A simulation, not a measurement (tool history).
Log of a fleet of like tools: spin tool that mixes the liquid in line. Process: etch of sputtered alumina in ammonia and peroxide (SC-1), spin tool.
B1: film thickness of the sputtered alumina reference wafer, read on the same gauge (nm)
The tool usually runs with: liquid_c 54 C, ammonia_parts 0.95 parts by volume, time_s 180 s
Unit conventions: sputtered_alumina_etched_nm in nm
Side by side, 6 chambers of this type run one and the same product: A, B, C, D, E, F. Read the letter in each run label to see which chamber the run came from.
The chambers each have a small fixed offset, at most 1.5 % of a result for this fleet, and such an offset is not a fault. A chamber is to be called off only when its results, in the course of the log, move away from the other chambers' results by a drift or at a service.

run 1E hour=2.8 | liquid_c=54 ammonia_parts=0.95 time_s=180 | B1=50.001 | sputtered_alumina_etched_nm=13.878
run 2D hour=8.2 | liquid_c=54 ammonia_parts=0.95 time_s=180 | B1=50.043 | sputtered_alumina_etched_nm=13.195
run 3A hour=12.3 | liquid_c=54 ammonia_parts=0.95 time_s=180 | B1=50.011 | sputtered_alumina_etched_nm=13.446
run 4F hour=16.2 | liquid_c=54 ammonia_parts=0.95 time_s=180 | B1=49.995 | sputtered_alumina_etched_nm=13.517
-- hour=18.4 chamber C: ammonia flow meter replaced
run 5C hour=20.9 | liquid_c=54 ammonia_parts=0.95 time_s=180 | B1=50.006 | sputtered_alumina_etched_nm=13.968
run 6B hour=23.8 | liquid_c=54 ammonia_parts=0.95 time_s=180 | B1=50.005 | sputtered_alumina_etched_nm=13.736
run 7C hour=26.6 | liquid_c=54 ammonia_parts=0.95 time_s=180 | B1=50.003 | sputtered_alumina_etched_nm=13.65
run 8E hour=29 | liquid_c=54 ammonia_parts=0.95 time_s=180 | B1=49.973 | sputtered_alumina_etched_nm=13.83
run 9B hour=32.2 | liquid_c=54 ammonia_parts=0.95 time_s=180 | B1=49.982 | sputtered_alumina_etched_nm=13.84
-- hour=33.7 chamber A: new drum of ammonia solution connected
run 10F hour=36.4 | liquid_c=54 ammonia_parts=0.95 time_s=180 | B1=50.005 | sputtered_alumina_etched_nm=13.774
run 11D hour=40.3 | liquid_c=54 ammonia_parts=0.95 time_s=180 | B1=49.981 | sputtered_alumina_etched_nm=13.347
run 12A hour=45 | liquid_c=59.5 ammonia_parts=1.2 time_s=180 | B1=49.98 | sputtered_alumina_etched_nm=18.523
run 13E hour=48.6 | liquid_c=59.5 ammonia_parts=1.2 time_s=180 | B1=50.012 | sputtered_alumina_etched_nm=19.256
run 14A hour=52.4 | liquid_c=59.5 ammonia_parts=1.2 time_s=180 | B1=49.997 | sputtered_alumina_etched_nm=18.364
run 15B hour=57.9 | liquid_c=59.5 ammonia_parts=1.2 time_s=180 | B1=49.996 | sputtered_alumina_etched_nm=18.672
run 16C hour=62.5 | liquid_c=59.5 ammonia_parts=1.2 time_s=180 | B1=50.002 | sputtered_alumina_etched_nm=18.48
run 17D hour=65.9 | liquid_c=59.5 ammonia_parts=1.2 time_s=180 | B1=50.047 | sputtered_alumina_etched_nm=18.23
run 18F hour=69.3 | liquid_c=54 ammonia_parts=0.95 time_s=180 | B1=50.012 | sputtered_alumina_etched_nm=14.317
run 19B hour=73.9 | liquid_c=54 ammonia_parts=0.95 time_s=180 | B1=49.981 | sputtered_alumina_etched_nm=13.598
run 20A hour=76.7 | liquid_c=54 ammonia_parts=0.95 time_s=180 | B1=49.972 | sputtered_alumina_etched_nm=13.525
run 21D hour=79.1 | liquid_c=54 ammonia_parts=0.95 time_s=180 | B1=49.965 | sputtered_alumina_etched_nm=13.447
run 22C hour=82.5 | liquid_c=54 ammonia_parts=0.95 time_s=180 | B1=49.981 | sputtered_alumina_etched_nm=13.676
run 23E hour=87.8 | liquid_c=54 ammonia_parts=0.95 time_s=180 | B1=49.996 | sputtered_alumina_etched_nm=13.614
run 24F hour=90.7 | liquid_c=54 ammonia_parts=0.95 time_s=180 | B1=49.995 | sputtered_alumina_etched_nm=14.455
run 25F hour=94.4 | liquid_c=54 ammonia_parts=0.95 time_s=265 | B1=49.998 | sputtered_alumina_etched_nm=21.154
run 26C hour=99.8 | liquid_c=54 ammonia_parts=0.95 time_s=265 | B1=49.981 | sputtered_alumina_etched_nm=20.361
run 27D hour=104.2 | liquid_c=54 ammonia_parts=0.95 time_s=265 | B1=49.991 | sputtered_alumina_etched_nm=19.883
run 28E hour=107.1 | liquid_c=54 ammonia_parts=0.95 time_s=265 | B1=50.02 | sputtered_alumina_etched_nm=20.347
run 29B hour=109.9 | liquid_c=54 ammonia_parts=0.95 time_s=265 | B1=50.004 | sputtered_alumina_etched_nm=19.993
run 30A hour=114.7 | liquid_c=54 ammonia_parts=0.95 time_s=265 | B1=50.025 | sputtered_alumina_etched_nm=19.953
run 31A hour=118.2 | liquid_c=54 ammonia_parts=0.95 time_s=180 | B1=50.03 | sputtered_alumina_etched_nm=13.684
run 32E hour=121.5 | liquid_c=54 ammonia_parts=0.95 time_s=180 | B1=49.976 | sputtered_alumina_etched_nm=13.57
run 33B hour=124.1 | liquid_c=54 ammonia_parts=0.95 time_s=180 | B1=50.011 | sputtered_alumina_etched_nm=13.621
run 34D hour=127.2 | liquid_c=54 ammonia_parts=0.95 time_s=180 | B1=50.011 | sputtered_alumina_etched_nm=13.302
run 35C hour=129.9 | liquid_c=47.5 ammonia_parts=0.95 time_s=180 | B1=50.036 | sputtered_alumina_etched_nm=9.7925
run 36F hour=134.9 | liquid_c=47.5 ammonia_parts=0.95 time_s=180 | B1=50.013 | sputtered_alumina_etched_nm=10.477
run 37D hour=138.6 | liquid_c=47.5 ammonia_parts=0.95 time_s=180 | B1=49.997 | sputtered_alumina_etched_nm=9.4747

Is one chamber out of step, is the gauge drifting, or do the chambers differ by no more than their own small offsets? For an off chamber, give its letter and the likeliest cause.

Little by little, chamber F moves away from the other chambers.
What lies behind it: liquid hotter than its thermometer reads (K) = 1.87.

Chamber F could run next with any of the 4 candidate recipes listed below; each alters the usual settings, and their results appear as question marks. Which one brings its results back in line with what the other chambers deliver on the usual settings?
In line here means within this much of the mean the other chambers give on the usual settings: sputtered_alumina_etched_nm 0.45 nm
run 38F-1 hour=142.6 | liquid_c=54 ammonia_parts=0.6 time_s=180 | sputtered_alumina_etched_nm=?
run 38F-2 hour=142.6 | liquid_c=56 ammonia_parts=0.95 time_s=180 | sputtered_alumina_etched_nm=?
run 38F-3 hour=142.6 | liquid_c=54 ammonia_parts=0.95 time_s=185 | sputtered_alumina_etched_nm=?
run 38F-4 hour=142.6 | liquid_c=52 ammonia_parts=0.95 time_s=180 | sputtered_alumina_etched_nm=?

The other chambers' mean on the usual settings: sputtered_alumina_etched_nm 13.604 nm
run=38F-1 sputtered_alumina_etched_nm=14.357
run=38F-2 sputtered_alumina_etched_nm=16.621
run=38F-3 sputtered_alumina_etched_nm=15.406
run=38F-4 sputtered_alumina_etched_nm=13.491
With 38F-4, the chamber falls back in line with the rest.

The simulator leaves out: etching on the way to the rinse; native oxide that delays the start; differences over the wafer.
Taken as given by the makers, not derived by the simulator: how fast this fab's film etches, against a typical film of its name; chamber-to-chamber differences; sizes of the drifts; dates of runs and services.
